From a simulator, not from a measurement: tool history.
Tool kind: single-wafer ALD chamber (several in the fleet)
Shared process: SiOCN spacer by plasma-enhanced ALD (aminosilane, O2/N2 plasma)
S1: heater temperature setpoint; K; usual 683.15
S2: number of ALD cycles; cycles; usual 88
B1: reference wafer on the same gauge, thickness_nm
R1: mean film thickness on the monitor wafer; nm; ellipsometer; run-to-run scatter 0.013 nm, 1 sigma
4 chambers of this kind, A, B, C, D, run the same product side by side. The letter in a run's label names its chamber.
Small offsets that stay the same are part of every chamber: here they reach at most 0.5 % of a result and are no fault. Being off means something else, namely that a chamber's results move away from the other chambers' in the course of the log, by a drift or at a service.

run	day	S1	S2	B1	R1
1C	0.225	683.15	88	4.7729	5.1685
2A	0.496	683.15	88	4.7704	5.1448
3D	0.717	683.15	88	4.7720	5.1613
# day 0.738: chamber D: thermocouple changed; heater temperature recalibrated
4B	1.062	683.15	88	4.7702	5.1486
5D	1.454	695.15	72	4.7682	4.0619
6A	1.650	695.15	72	4.7665	4.0583
7B	1.938	695.15	72	4.7718	4.0737
8C	2.338	695.15	72	4.7688	4.0540
9D	2.654	688.15	88	4.7683	5.0574
10B	3.012	688.15	88	4.7736	5.1108
11A	3.217	688.15	88	4.7684	5.0286
12C	3.517	688.15	88	4.7711	5.0807
13A	3.888	683.15	88	4.7697	5.1213
14B	4.167	683.15	88	4.7704	5.1562
15D	4.404	683.15	88	4.7724	5.1511
16C	4.767	683.15	88	4.7710	5.1230
17B	5.092	695.15	88	4.7722	4.9463
18C	5.429	695.15	88	4.7720	4.9595
19A	5.825	695.15	88	4.7682	4.9480
20D	6.150	695.15	88	4.7688	4.9637
21A	6.538	683.15	88	4.7698	5.1422
22B	6.746	683.15	88	4.7745	5.1539
23D	6.979	683.15	88	4.7689	5.1500
24C	7.154	683.15	88	4.7682	5.1513
25B	7.462	683.15	88	4.7687	5.1588
26D	7.717	694.15	101	4.7710	5.7179
27C	8.050	694.15	101	4.7707	5.7074
28A	8.425	694.15	101	4.7701	5.6893
29B	8.750	694.15	101	4.7728	5.7455

Next, every chamber runs the same settings. What will each give?
30A	9.042	683.15	88		?
30B	9.042	683.15	88		?
30C	9.042	683.15	88		?
30D	9.042	683.15	88		?

run	R1
30A	5.1147
30B	5.1513
30C	5.1454
30D	5.1636
